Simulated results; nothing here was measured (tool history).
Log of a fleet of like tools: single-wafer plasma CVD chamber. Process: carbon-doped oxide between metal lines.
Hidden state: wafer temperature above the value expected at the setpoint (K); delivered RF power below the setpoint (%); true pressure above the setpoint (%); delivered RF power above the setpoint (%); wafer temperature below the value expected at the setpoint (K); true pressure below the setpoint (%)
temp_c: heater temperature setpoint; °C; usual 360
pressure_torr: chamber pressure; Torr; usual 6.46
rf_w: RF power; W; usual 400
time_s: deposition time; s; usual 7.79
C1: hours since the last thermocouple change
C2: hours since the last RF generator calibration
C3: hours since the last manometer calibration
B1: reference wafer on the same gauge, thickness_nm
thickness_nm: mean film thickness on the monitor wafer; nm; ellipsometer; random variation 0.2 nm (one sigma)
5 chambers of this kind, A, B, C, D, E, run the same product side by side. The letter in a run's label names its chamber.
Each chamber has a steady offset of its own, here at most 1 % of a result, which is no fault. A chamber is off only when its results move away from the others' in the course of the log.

run 1E hour=8.4 | temp_c=360 pressure_torr=6.46 rf_w=400 time_s=7.79 | C1=1581.5 C2=1167.3 C3=585.3 | B1=34.395 | thickness_nm=34.962
run 2D hour=16.0 | temp_c=360 pressure_torr=6.46 rf_w=400 time_s=7.79 | C1=643.4 C2=245.9 C3=436.4 | B1=34.449 | thickness_nm=35.484
run 3A hour=22.9 | temp_c=360 pressure_torr=6.46 rf_w=400 time_s=7.79 | C1=1766.1 C2=684.3 C3=394.0 | B1=34.394 | thickness_nm=34.606
run 4B hour=26.8 | temp_c=360 pressure_torr=6.46 rf_w=400 time_s=7.79 | C1=1182.5 C2=1779.0 C3=384.4 | B1=34.385 | thickness_nm=34.811
-- hour=30.4 chamber A: thermocouple changed; heater temperature recalibrated
run 5C hour=35.5 | temp_c=360 pressure_torr=6.46 rf_w=400 time_s=6.34 | C1=456.9 C2=103.0 C3=538.2 | B1=34.391 | thickness_nm=28.538
run 6C hour=41.8 | temp_c=360 pressure_torr=6.46 rf_w=400 time_s=6.34 | C1=463.2 C2=109.3 C3=544.5 | B1=34.415 | thickness_nm=28.720
run 7D hour=47.6 | temp_c=360 pressure_torr=6.46 rf_w=400 time_s=6.34 | C1=675.0 C2=277.5 C3=468.0 | B1=34.424 | thickness_nm=28.667
run 8E hour=51.8 | temp_c=360 pressure_torr=6.46 rf_w=400 time_s=6.34 | C1=1624.9 C2=1210.7 C3=628.7 | B1=34.436 | thickness_nm=28.105
run 9B hour=57.8 | temp_c=360 pressure_torr=6.46 rf_w=400 time_s=6.34 | C1=1213.5 C2=1810.0 C3=415.4 | B1=34.462 | thickness_nm=28.350
run 10A hour=63.8 | temp_c=360 pressure_torr=6.46 rf_w=400 time_s=7.79 | C1=33.5 C2=725.2 C3=434.9 | B1=34.455 | thickness_nm=34.633
run 11A hour=69.4 | temp_c=360 pressure_torr=6.46 rf_w=400 time_s=7.79 | C1=39.1 C2=730.8 C3=440.5 | B1=34.367 | thickness_nm=34.672
run 12E hour=74.2 | temp_c=360 pressure_torr=6.46 rf_w=425 time_s=7.79 | C1=1647.3 C2=1233.1 C3=651.1 | B1=34.422 | thickness_nm=36.416
run 13B hour=80.8 | temp_c=360 pressure_torr=6.46 rf_w=425 time_s=7.79 | C1=1236.5 C2=1833.0 C3=438.4 | B1=34.358 | thickness_nm=36.419
run 14C hour=89.0 | temp_c=360 pressure_torr=6.46 rf_w=425 time_s=7.79 | C1=510.4 C2=156.5 C3=591.7 | B1=34.392 | thickness_nm=36.484
run 15D hour=96.6 | temp_c=360 pressure_torr=6.46 rf_w=425 time_s=7.79 | C1=724.0 C2=326.5 C3=517.0 | B1=34.445 | thickness_nm=36.701
run 16B hour=104.6 | temp_c=360 pressure_torr=6.46 rf_w=425 time_s=7.79 | C1=1260.3 C2=1856.8 C3=462.2 | B1=34.364 | thickness_nm=36.343
run 17C hour=110.7 | temp_c=360 pressure_torr=6.46 rf_w=400 time_s=7.79 | C1=532.1 C2=178.2 C3=613.4 | B1=34.438 | thickness_nm=35.019
run 18D hour=118.9 | temp_c=360 pressure_torr=6.46 rf_w=400 time_s=7.79 | C1=746.3 C2=348.8 C3=539.3 | B1=34.436 | thickness_nm=35.079
run 19A hour=127.1 | temp_c=368 pressure_torr=6.46 rf_w=400 time_s=7.79 | C1=96.8 C2=788.5 C3=498.2 | B1=34.415 | thickness_nm=33.864
run 20E hour=134.7 | temp_c=368 pressure_torr=6.46 rf_w=400 time_s=7.79 | C1=1707.8 C2=1293.6 C3=711.6 | B1=34.401 | thickness_nm=34.228
run 21C hour=142.6 | temp_c=368 pressure_torr=6.46 rf_w=400 time_s=7.79 | C1=564.0 C2=210.1 C3=645.3 | B1=34.385 | thickness_nm=34.414
run 22E hour=148.9 | temp_c=368 pressure_torr=6.46 rf_w=400 time_s=7.79 | C1=1722.0 C2=1307.8 C3=725.8 | B1=34.374 | thickness_nm=34.322
run 23D hour=154.6 | temp_c=368 pressure_torr=6.46 rf_w=400 time_s=7.79 | C1=782.0 C2=384.5 C3=575.0 | B1=34.451 | thickness_nm=34.459
run 24A hour=163.0 | temp_c=360 pressure_torr=6.46 rf_w=400 time_s=7.79 | C1=132.7 C2=824.4 C3=534.1 | B1=34.374 | thickness_nm=34.431
run 25B hour=170.3 | temp_c=360 pressure_torr=6.46 rf_w=400 time_s=7.79 | C1=1326.0 C2=1922.5 C3=527.9 | B1=34.373 | thickness_nm=34.875
-- hour=174.8 chamber B: RF generator calibrated
run 26D hour=177.3 | temp_c=360 pressure_torr=7.97 rf_w=400 time_s=7.79 | C1=804.7 C2=407.2 C3=597.7 | B1=34.399 | thickness_nm=35.710
run 27B hour=185.8 | temp_c=360 pressure_torr=7.97 rf_w=400 time_s=7.79 | C1=1341.5 C2=11.1 C3=543.4 | B1=34.386 | thickness_nm=35.149
run 28E hour=191.8 | temp_c=360 pressure_torr=7.97 rf_w=400 time_s=7.79 | C1=1764.9 C2=1350.7 C3=768.7 | B1=34.366 | thickness_nm=35.535
run 29A hour=197.0 | temp_c=360 pressure_torr=7.97 rf_w=400 time_s=7.79 | C1=166.7 C2=858.4 C3=568.1 | B1=34.429 | thickness_nm=34.731
run 30C hour=205.5 | temp_c=360 pressure_torr=7.97 rf_w=400 time_s=7.79 | C1=626.9 C2=273.0 C3=708.2 | B1=34.385 | thickness_nm=35.511
run 31C hour=213.1 | temp_c=360 pressure_torr=6.46 rf_w=400 time_s=7.79 | C1=634.5 C2=280.6 C3=715.8 | B1=34.391 | thickness_nm=35.027
run 32A hour=219.9 | temp_c=360 pressure_torr=6.46 rf_w=400 time_s=7.79 | C1=189.6 C2=881.3 C3=591.0 | B1=34.421 | thickness_nm=34.705
run 33E hour=228.0 | temp_c=360 pressure_torr=6.46 rf_w=400 time_s=7.79 | C1=1801.1 C2=1386.9 C3=804.9 | B1=34.439 | thickness_nm=34.866
run 34B hour=233.0 | temp_c=360 pressure_torr=6.46 rf_w=400 time_s=7.79 | C1=1388.7 C2=58.3 C3=590.6 | B1=34.363 | thickness_nm=34.500

Next, every chamber runs the same settings. What will each give?
run 35A hour=239.3 | temp_c=360 pressure_torr=6.46 rf_w=400 time_s=6.90 | thickness_nm=?
run 35B hour=239.3 | temp_c=360 pressure_torr=6.46 rf_w=400 time_s=6.90 | thickness_nm=?
run 35C hour=239.3 | temp_c=360 pressure_torr=6.46 rf_w=400 time_s=6.90 | thickness_nm=?
run 35D hour=239.3 | temp_c=360 pressure_torr=6.46 rf_w=400 time_s=6.90 | thickness_nm=?
run 35E hour=239.3 | temp_c=360 pressure_torr=6.46 rf_w=400 time_s=6.90 | thickness_nm=?

run=35A thickness_nm=30.467
run=35B thickness_nm=31.043
run=35C thickness_nm=30.954
run=35D thickness_nm=31.317
run=35E thickness_nm=31.161
